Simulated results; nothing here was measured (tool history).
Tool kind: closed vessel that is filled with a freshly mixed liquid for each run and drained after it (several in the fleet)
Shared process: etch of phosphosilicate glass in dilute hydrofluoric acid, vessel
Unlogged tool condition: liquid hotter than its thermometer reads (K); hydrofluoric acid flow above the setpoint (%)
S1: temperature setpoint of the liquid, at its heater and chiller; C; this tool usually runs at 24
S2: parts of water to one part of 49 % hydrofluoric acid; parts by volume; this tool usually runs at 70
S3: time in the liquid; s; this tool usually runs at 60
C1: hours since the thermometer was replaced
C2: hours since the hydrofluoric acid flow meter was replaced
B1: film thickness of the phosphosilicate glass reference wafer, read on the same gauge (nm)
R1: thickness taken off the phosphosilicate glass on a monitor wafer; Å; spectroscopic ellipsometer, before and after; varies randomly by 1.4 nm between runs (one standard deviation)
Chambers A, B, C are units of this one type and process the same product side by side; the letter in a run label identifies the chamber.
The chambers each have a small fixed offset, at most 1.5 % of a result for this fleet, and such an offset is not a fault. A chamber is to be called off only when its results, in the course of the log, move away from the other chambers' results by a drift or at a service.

run   hour  S1  S2  S3      C1      C2      B1      R1
 1C    5.9  24  70  60   689.6  1195.9  149.99  1625.9
 2A    9.5  24  70  60  1606.1   503.3  150.01  1646.3
 3B     16  24  70  60   203.3   999.3  150.01  1651.2
 4C   20.7  24  70  60   704.4  1210.7  150.02  1649.8
 5A   26.8  24  70  60  1623.4   520.6  149.99  1633.9
 6B   31.9  24  70  60   219.2  1015.2     150  1644.1
 7B   35.6  24  70  60   222.9  1018.9  150.01  1666.7
 8C   43.5  24  70  60   727.2  1233.5  150.02  1654.4
 9A   48.2  19  70  30  1644.8     542     150  664.82
10C   54.6  19  70  30   738.3  1244.6  149.99  671.85
11B   62.2  19  70  30   249.5  1045.5  150.01  673.79
12A   68.8  24  70  60  1665.4   562.6     150  1667.7
13B   76.3  20  70  60   263.6  1059.6  149.99  1426.8
14C   79.9  20  70  60   763.6  1269.9     150  1457.2
15A   87.1  20  70  60  1683.7   580.9     150  1397.7
16C   94.6  22  70  60   778.3  1284.6  150.01  1584.9
17B  102.1  22  70  60   289.4  1085.4  150.01  1552.4
18A  108.7  22  70  60  1705.3   602.5  149.98  1516.2
19C  113.9  24  70  60   797.6  1303.9  149.98  1784.1
20A  117.6  24  70  60  1714.2   611.4  150.02  1636.9
21B  123.9  24  70  60   311.2  1107.2  149.98  1657.8
22A  130.8  24  70  60  1727.4   624.6     150  1649.3
23B  135.6  24  70  60   322.9  1118.9     150  1673.4
24C  140.8  24  80  35   824.5  1330.8     150  910.78

Next, all 3 chambers run the settings below, one line each with question marks for the results. What does each chamber give?
25A  146.5  19.5  70  60               ?
25B  146.5  19.5  70  60               ?
25C  146.5  19.5  70  60               ?

run      R1
25A  1374.2
25B  1390.6
25C  1484.9
